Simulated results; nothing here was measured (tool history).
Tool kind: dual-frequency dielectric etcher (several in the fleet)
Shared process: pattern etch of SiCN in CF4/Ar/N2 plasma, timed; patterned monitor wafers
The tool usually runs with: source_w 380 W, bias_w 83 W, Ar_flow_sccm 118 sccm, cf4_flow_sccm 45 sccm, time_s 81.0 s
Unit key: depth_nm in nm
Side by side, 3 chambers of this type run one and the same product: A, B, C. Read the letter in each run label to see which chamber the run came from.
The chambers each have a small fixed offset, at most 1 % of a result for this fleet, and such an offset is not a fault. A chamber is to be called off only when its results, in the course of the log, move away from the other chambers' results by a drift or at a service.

run	day	source_w	bias_w	Ar_flow_sccm	cf4_flow_sccm	time_s	hours since the last wet clean	hours since the last source power generator calibration	hours since the last bias power generator calibration	hours since the last Ar flow controller change	hours since the last CF4 flow controller change	read-back reference wafer on the same gauge, depth_nm	depth_nm
1A	0.283	380	83	118	45	81.0	338.6	494.6	1872.4	1363.2	22.1	68.700	58.168
# day 0.721: chamber C: Ar flow controller replaced
2C	0.725	380	83	118	45	81.0	92.2	1109.6	1145.1	0.2	331.2	68.692	58.167
3B	1.317	380	83	118	45	81.0	373.9	2883.9	238.5	74.5	535.8	68.661	58.206
4A	1.792	380	83	118	45	81.0	374.8	530.8	1908.6	1399.4	58.3	68.648	58.153
5B	2.208	380	83	118	45	81.0	395.3	2905.3	259.9	95.9	557.2	68.656	58.120
6C	2.725	380	83	146	35	81.0	140.2	1157.6	1193.1	48.2	379.2	68.643	54.209
7A	3.158	380	83	146	35	81.0	407.6	563.6	1941.4	1432.2	91.1	68.654	54.036
8B	3.546	380	83	146	35	81.0	427.4	2937.4	292.0	128.0	589.3	68.631	54.078
9C	3.921	380	83	118	45	81.0	168.9	1186.3	1221.8	76.9	407.9	68.631	58.176
10B	4.246	380	83	118	45	81.0	444.2	2954.2	308.8	144.8	606.1	68.630	58.159
11A	4.829	290	83	118	56	81.0	447.7	603.7	1981.5	1472.3	131.2	68.600	47.463
12C	5.212	290	83	118	56	81.0	199.9	1217.3	1252.8	107.9	438.9	68.590	47.435
# day 5.321: chamber A: wet clean of the chamber
13A	5.612	290	83	118	56	81.0	7.1	622.5	2000.3	1491.1	150.0	68.577	47.369
14B	5.958	380	83	118	45	81.0	485.3	2995.3	349.9	185.9	647.2	68.587	58.145
15C	6.488	380	83	102	54	81.0	230.5	1247.9	1283.4	138.5	469.5	68.575	61.011
16C	6.942	380	83	102	54	81.0	241.4	1258.8	1294.3	149.4	480.4	68.567	61.099
17A	7.475	380	83	102	54	81.0	51.8	667.2	2045.0	1535.8	194.7	68.573	60.946
18B	7.896	380	83	118	45	69.5	531.8	3041.8	396.4	232.4	693.7	68.538	49.890
19B	8.254	380	83	118	45	69.5	540.4	3050.4	405.0	241.0	702.3	68.535	49.849
20C	8.804	380	83	118	45	69.5	286.1	1303.5	1339.0	194.1	525.1	68.530	49.730
21A	9.317	380	83	118	45	81.0	96.0	711.4	2089.2	1580.0	238.9	68.518	58.021
22C	9.588	380	83	118	45	81.0	304.9	1322.3	1357.8	212.9	543.9	68.504	58.147
# day 9.854: chamber B: wet clean of the chamber
23B	9.900	380	83	118	45	91.5	1.1	3089.9	444.5	280.5	741.8	68.498	65.626
24A	10.296	380	83	118	45	91.5	119.5	734.9	2112.7	1603.5	262.4	68.499	65.619
25C	10.817	380	83	118	45	91.5	334.4	1351.8	1387.3	242.4	573.4	68.489	65.565
26B	11.417	380	83	118	45	81.0	37.5	3126.3	480.9	316.9	778.2	68.485	58.014
27A	11.717	380	83	118	45	81.0	153.6	769.0	2146.8	1637.6	296.5	68.468	58.022
28C	12.312	380	83	118	45	81.0	370.3	1387.7	1423.2	278.3	609.3	68.457	58.053
29B	12.692	380	83	118	55	81.0	68.1	3156.9	511.5	347.5	808.8	68.464	59.859
# day 12.892: chamber C: wet clean of the chamber
30A	13.150	380	83	118	55	81.0	188.0	803.4	2181.2	1672.0	330.9	68.436	59.720
31A	13.471	380	83	118	55	81.0	195.7	811.1	2188.9	1679.7	338.6	68.451	59.746
32C	13.867	380	83	118	45	81.0	23.5	1425.0	1460.5	315.6	646.6	68.440	57.885
33B	14.217	380	83	118	45	81.0	104.7	3193.5	548.1	384.1	845.4	68.431	57.802
# day 14.462: chamber B: source power generator calibrated
34A	14.796	380	83	118	45	81.0	227.5	842.9	2220.7	1711.5	370.4	68.403	58.006
35C	15.171	380	83	118	45	81.0	54.8	1456.3	1491.8	346.9	677.9	68.407	57.899
36B	15.483	380	93	118	45	68.0	135.1	24.5	578.5	414.5	875.8	68.386	50.853
37B	15.950	380	93	118	45	68.0	146.3	35.7	589.7	425.7	887.0	68.398	50.885

Each of the 3 chambers runs these same settings next. Fill in every chamber's results:
38A	16.392	380	83	147	45	81.0							?
38B	16.392	380	83	147	45	81.0							?
38C	16.392	380	83	147	45	81.0							?

run	depth_nm
38A	56.178
38B	56.009
38C	55.904
